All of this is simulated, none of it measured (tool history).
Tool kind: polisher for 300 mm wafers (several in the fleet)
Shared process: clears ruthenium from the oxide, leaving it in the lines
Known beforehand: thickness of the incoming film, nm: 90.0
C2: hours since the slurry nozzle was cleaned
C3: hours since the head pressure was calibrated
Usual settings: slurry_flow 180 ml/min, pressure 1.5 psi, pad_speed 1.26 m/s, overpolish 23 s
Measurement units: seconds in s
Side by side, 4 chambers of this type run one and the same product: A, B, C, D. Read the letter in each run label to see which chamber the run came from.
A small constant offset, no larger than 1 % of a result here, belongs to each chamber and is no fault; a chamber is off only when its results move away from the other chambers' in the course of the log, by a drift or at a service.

-- hour=4.6 chamber A: worn pad replaced by a new one
run 1B hour=8.8 | slurry_flow=180 pressure=1.5 pad_speed=1.26 overpolish=23 | wafers_polished_on_this_pad=155 C2=118.8 C3=415 | seconds=83.341
run 2A hour=21 | slurry_flow=180 pressure=1.5 pad_speed=1.26 overpolish=23 | wafers_polished_on_this_pad=183 C2=83.4 C3=386.2 | seconds=83.953
-- hour=29.6 chamber C: worn pad replaced by a new one
-- hour=29.6 chamber D: worn pad replaced by a new one
run 3C hour=33.2 | slurry_flow=180 pressure=1.5 pad_speed=1.26 overpolish=23 | wafers_polished_on_this_pad=40 C2=415.8 C3=1074.4 | seconds=83.184
run 4D hour=43.7 | slurry_flow=180 pressure=1.5 pad_speed=1.26 overpolish=23 | wafers_polished_on_this_pad=158 C2=57.9 C3=52.9 | seconds=83.816
run 5D hour=54.3 | slurry_flow=180 pressure=1.9 pad_speed=1.26 overpolish=37 | wafers_polished_on_this_pad=276 C2=68.5 C3=63.5 | seconds=65.424
-- hour=59.3 chamber A: worn pad replaced by a new one
run 6C hour=64.4 | slurry_flow=180 pressure=1.9 pad_speed=1.26 overpolish=37 | wafers_polished_on_this_pad=389 C2=447 C3=1105.6 | seconds=65.94
run 7B hour=76 | slurry_flow=180 pressure=1.9 pad_speed=1.26 overpolish=37 | wafers_polished_on_this_pad=905 C2=186 C3=482.2 | seconds=65.399
-- hour=78.2 chamber D: worn pad replaced by a new one
run 8A hour=81.5 | slurry_flow=180 pressure=1.9 pad_speed=1.26 overpolish=37 | wafers_polished_on_this_pad=248 C2=143.9 C3=446.7 | seconds=65.461
run 9A hour=86.9 | slurry_flow=180 pressure=1.5 pad_speed=1.26 overpolish=23 | wafers_polished_on_this_pad=308 C2=149.3 C3=452.1 | seconds=83.509
run 10B hour=94.4 | slurry_flow=180 pressure=1.5 pad_speed=1.26 overpolish=23 | wafers_polished_on_this_pad=1111 C2=204.4 C3=500.6 | seconds=83.848
run 11C hour=102.7 | slurry_flow=180 pressure=1.5 pad_speed=1.26 overpolish=23 | wafers_polished_on_this_pad=816 C2=485.3 C3=1143.9 | seconds=81.335
-- hour=104 chamber C: head pressure recalibrated
run 12D hour=109.2 | slurry_flow=180 pressure=1.5 pad_speed=1.26 overpolish=23 | wafers_polished_on_this_pad=345 C2=123.4 C3=118.4 | seconds=85.574
-- hour=112.3 chamber A: worn pad replaced by a new one
run 13B hour=116.1 | slurry_flow=180 pressure=1.5 pad_speed=1.26 overpolish=23 | wafers_polished_on_this_pad=1353 C2=226.1 C3=522.3 | seconds=84.697
-- hour=117.8 chamber C: worn pad replaced by a new one
run 14D hour=127.8 | slurry_flow=180 pressure=1.5 pad_speed=1.26 overpolish=23 | wafers_polished_on_this_pad=553 C2=142 C3=137 | seconds=84.496
-- hour=135.5 chamber D: worn pad replaced by a new one
-- hour=137.2 chamber C: slurry nozzle cleaned
run 15C hour=138.9 | slurry_flow=180 pressure=1.5 pad_speed=1.26 overpolish=23 | wafers_polished_on_this_pad=235 C2=1.8 C3=35 | seconds=92.011
-- hour=139.1 chamber B: worn pad replaced by a new one
run 16A hour=148.2 | slurry_flow=180 pressure=1.5 pad_speed=1.26 overpolish=23 | wafers_polished_on_this_pad=401 C2=210.6 C3=513.4 | seconds=86.347
run 17A hour=155 | slurry_flow=180 pressure=1.5 pad_speed=1.26 overpolish=23 | wafers_polished_on_this_pad=477 C2=217.4 C3=520.2 | seconds=85.532
run 18D hour=163.4 | slurry_flow=180 pressure=1.5 pad_speed=1.26 overpolish=23 | wafers_polished_on_this_pad=311 C2=177.6 C3=172.6 | seconds=84.25
-- hour=165.3 chamber A: worn pad replaced by a new one
run 19B hour=171.7 | slurry_flow=180 pressure=1.5 pad_speed=1.26 overpolish=23 | wafers_polished_on_this_pad=364 C2=281.7 C3=577.9 | seconds=82.376
run 20C hour=183.6 | slurry_flow=180 pressure=1.5 pad_speed=1.26 overpolish=23 | wafers_polished_on_this_pad=734 C2=46.5 C3=79.7 | seconds=91.007
-- hour=186.6 chamber D: worn pad replaced by a new one
run 21B hour=190.1 | slurry_flow=180 pressure=1.5 pad_speed=1.26 overpolish=23 | wafers_polished_on_this_pad=569 C2=300.1 C3=596.3 | seconds=85.278
run 22D hour=199.1 | slurry_flow=180 pressure=1.5 pad_speed=1.26 overpolish=23 | wafers_polished_on_this_pad=140 C2=213.3 C3=208.3 | seconds=86.071
run 23A hour=205.6 | slurry_flow=180 pressure=1.5 pad_speed=1.26 overpolish=23 | wafers_polished_on_this_pad=450 C2=268 C3=570.8 | seconds=82.843
-- hour=207.8 chamber C: worn pad replaced by a new one
-- hour=213.4 chamber A: head pressure recalibrated
run 24C hour=214.6 | slurry_flow=180 pressure=1.5 pad_speed=1.26 overpolish=23 | wafers_polished_on_this_pad=76 C2=77.5 C3=110.7 | seconds=89.838
-- hour=226.6 chamber A: worn pad replaced by a new one
run 25C hour=226.7 | slurry_flow=180 pressure=1.5 pad_speed=1.26 overpolish=23 | wafers_polished_on_this_pad=211 C2=89.6 C3=122.8 | seconds=91.144
run 26B hour=232.8 | slurry_flow=180 pressure=1.5 pad_speed=1.26 overpolish=23 | wafers_polished_on_this_pad=1046 C2=342.8 C3=639 | seconds=83.958
run 27D hour=241.3 | slurry_flow=180 pressure=1.5 pad_speed=1.26 overpolish=23 | wafers_polished_on_this_pad=611 C2=255.5 C3=250.5 | seconds=85.552
run 28A hour=253.4 | slurry_flow=180 pressure=1.5 pad_speed=1.26 overpolish=23 | wafers_polished_on_this_pad=299 C2=315.8 C3=40.1 | seconds=83.708
run 29A hour=263.1 | slurry_flow=180 pressure=1.5 pad_speed=1.26 overpolish=23 | wafers_polished_on_this_pad=407 C2=325.5 C3=49.8 | seconds=81.757
run 30B hour=268.6 | slurry_flow=180 pressure=1.5 pad_speed=1.26 overpolish=23 | wafers_polished_on_this_pad=1445 C2=378.6 C3=674.8 | seconds=84.011

Next, every chamber runs the same settings. What will each give?
run 31A hour=277.4 | slurry_flow=180 pressure=1.5 pad_speed=1.26 overpolish=23 | seconds=?
run 31B hour=277.4 | slurry_flow=180 pressure=1.5 pad_speed=1.26 overpolish=23 | seconds=?
run 31C hour=277.4 | slurry_flow=180 pressure=1.5 pad_speed=1.26 overpolish=23 | seconds=?
run 31D hour=277.4 | slurry_flow=180 pressure=1.5 pad_speed=1.26 overpolish=23 | seconds=?

run=31A seconds=84.514
run=31B seconds=85.928
run=31C seconds=92.063
run=31D seconds=85.535

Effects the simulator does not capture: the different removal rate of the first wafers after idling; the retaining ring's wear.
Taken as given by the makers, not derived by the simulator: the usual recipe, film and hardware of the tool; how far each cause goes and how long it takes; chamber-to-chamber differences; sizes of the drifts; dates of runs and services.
